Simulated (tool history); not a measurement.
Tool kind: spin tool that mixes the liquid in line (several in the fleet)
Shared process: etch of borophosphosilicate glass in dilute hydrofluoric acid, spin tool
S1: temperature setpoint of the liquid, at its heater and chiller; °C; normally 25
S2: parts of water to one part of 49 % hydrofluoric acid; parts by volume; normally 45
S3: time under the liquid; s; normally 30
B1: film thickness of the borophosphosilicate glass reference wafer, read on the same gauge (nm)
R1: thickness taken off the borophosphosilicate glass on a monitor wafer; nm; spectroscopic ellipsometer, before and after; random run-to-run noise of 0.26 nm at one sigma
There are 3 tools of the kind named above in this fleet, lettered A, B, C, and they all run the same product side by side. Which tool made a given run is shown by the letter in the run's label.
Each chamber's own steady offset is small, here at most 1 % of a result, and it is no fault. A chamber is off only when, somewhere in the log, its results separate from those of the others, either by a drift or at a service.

run   hour    S1  S2  S3      B1      R1
 1B    5.1    25  45  30  129.98  39.083
 2A   10.6    25  45  30  129.98  40.146
 3C   13.4    25  45  30  130.01  39.074
 4C   18.6    25  45  30  130.02  39.106
 5B   21.9    25  45  30  129.98  39.173
 6A   26.5    25  45  30     130  39.967
 7A   30.2    25  45  30  130.03  40.038
 8B   33.7    25  45  30     130   39.13
 9C     37    25  45  30  130.03  39.171
10B   39.6    25  45  30     130  39.738
11A   44.9    25  45  30  129.98  39.457
12C   47.5    25  45  30  130.02  39.318
13A   52.9    25  45  30  130.02  39.671
14B   57.1    25  45  30  129.99  39.654
15C   60.5    25  45  30  130.02   39.07
16B   63.6    25  50  25  129.99  28.957
17C   68.7    25  50  25     130  29.479
18A     73    25  50  25  130.02  29.685
19B   78.7    25  45  30  129.98  39.245
      79.6  -- chamber C: hydrofluoric acid flow meter replaced
20A   82.7    25  45  30  130.02  39.996
21C   86.3    25  45  30     130  39.592
22C   90.4    25  45  30  130.01  39.986
23B   93.1    25  45  30  130.01  39.334
24A   97.6  29.5  45  30     130  47.401
25B  101.6  29.5  45  30  130.01  46.439
26A  107.3  29.5  45  30  130.01  47.708
27C  112.5    25  45  30  129.97  40.287
28A  116.5    25  45  30  130.01  39.759
29B  121.1    25  45  30     130  39.453
30C  126.2    25  45  30  129.99  41.055
31B  129.4    25  45  30  129.96  39.248
32C  135.2    25  45  30     130   41.11
33A  138.7    25  45  30  129.99  39.582
34A  143.8    25  45  30     130  39.988
     144.7  -- chamber B: hydrofluoric acid flow meter replaced
35B  148.5    25  45  30     130  39.156
36C  152.4    25  45  30  130.03  41.402
37C  158.2    25  45  30  130.01  42.408
38A  163.4    25  45  30  129.99  39.557
39B  166.3    25  45  30  129.97  39.296
40B  171.1    25  45  30  130.02  39.054
41C  173.6    25  45  30  129.98  42.518
42A  178.7  23.5  45  30  129.99   37.11

Next, all 3 chambers run the settings below, one line each with question marks for the results. What does each chamber give?
43A  182.9  22  45  30       ?
43B  182.9  22  45  30       ?
43C  182.9  22  45  30       ?

run      R1
43A  35.227
43B  34.911
43C  37.481

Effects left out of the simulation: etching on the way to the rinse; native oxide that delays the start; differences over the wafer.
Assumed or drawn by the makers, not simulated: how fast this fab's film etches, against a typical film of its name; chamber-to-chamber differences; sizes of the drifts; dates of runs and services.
